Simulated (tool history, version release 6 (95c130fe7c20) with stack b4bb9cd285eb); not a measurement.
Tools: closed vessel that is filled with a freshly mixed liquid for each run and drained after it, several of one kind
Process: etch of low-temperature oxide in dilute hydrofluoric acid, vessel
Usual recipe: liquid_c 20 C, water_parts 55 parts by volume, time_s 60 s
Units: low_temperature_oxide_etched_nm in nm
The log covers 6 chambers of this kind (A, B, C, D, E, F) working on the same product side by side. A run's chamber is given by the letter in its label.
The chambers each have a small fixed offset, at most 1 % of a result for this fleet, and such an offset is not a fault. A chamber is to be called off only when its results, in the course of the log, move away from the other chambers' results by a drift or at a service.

run	hour	liquid_c	water_parts	time_s	read-back film thickness of the low-temperature oxide reference wafer, read on the same gauge (nm)	low_temperature_oxide_etched_nm
1E	8.5	20	55	60	139.99	20.932
2A	22.7	20	55	60	140.02	21.094
3B	31.7	20	55	60	140.02	21.053
4D	40.4	20	55	60	139.99	21.166
5F	49.4	20	55	60	140.04	21.010
6C	59.8	20	55	60	140.01	20.966
7F	67.7	20	55	60	139.99	21.232
8E	77.7	20	55	60	139.99	20.824
9D	84.3	20	55	60	140.00	21.086
10A	97.4	20	55	60	139.96	21.053
11C	104.5	20	55	60	140.01	20.974
12B	117.4	20	55	60	140.00	20.846
13D	128.3	20	55	30	139.98	10.723
14E	135.7	20	55	30	139.99	10.280
15C	144.5	20	55	30	139.99	10.540
16F	156.0	20	55	30	140.01	10.550
17A	164.8	20	55	30	140.00	10.514
# hour 167.6: chamber E: hydrofluoric acid flow meter replaced
18B	176.5	20	55	30	139.98	10.384
19F	184.1	20	55	60	140.03	21.215
20C	192.0	20	55	60	139.96	20.979
21D	202.9	17	55	45	140.00	13.920
# hour 208.5: chamber F: hydrofluoric acid flow meter replaced
22A	211.8	17	55	45	140.01	13.956
23B	220.9	17	55	45	140.01	13.927
# hour 228.8: chamber B: thermometer replaced
24E	231.7	17	55	45	140.01	13.319
25F	238.2	17	55	45	140.01	14.098
26D	244.5	17	55	45	140.02	13.961
27B	258.6	20	55	60	140.00	21.058
28A	272.4	20	80	60	139.98	14.038
# hour 275.4: chamber D: thermometer replaced
29E	279.4	20	80	60	140.01	13.193
30C	289.6	20	80	60	140.03	13.959
31E	299.0	20	80	60	139.96	13.240
32F	312.0	20	80	60	139.99	14.289
33B	321.3	20	80	60	140.02	13.822
34D	334.5	20	55	60	140.00	21.201
35A	341.9	20	55	60	140.02	20.957
36C	353.1	20	55	60	140.01	20.917

Is one chamber out of step, is the gauge drifting, or do the chambers differ by no more than their own small offsets? For an off chamber, give its letter and the likeliest cause.

Chamber E drifts away from the others.
Most likely cause: liquid colder than its thermometer reads (K) = 1.74.

Which of the 4 candidates below, each the usual settings with something changed and its results left as question marks, puts chamber E back in line with what the other chambers give on the usual settings?
Allowed miss from the other chambers' usual-settings mean, per result, to count as in line: low_temperature_oxide_etched_nm 0.510 nm
37E-1	363.4	20.0	55	55		?
37E-2	363.4	17.0	55	60		?
37E-3	363.4	23.5	55	60		?
37E-4	363.4	20.0	55	65		?

The mean the other chambers reach with the usual settings: low_temperature_oxide_etched_nm 21.126 nm
run	low_temperature_oxide_etched_nm
37E-1	17.817
37E-2	17.040
37E-3	22.587
37E-4	21.057
It is 37E-4 that realigns the chamber with its peers.
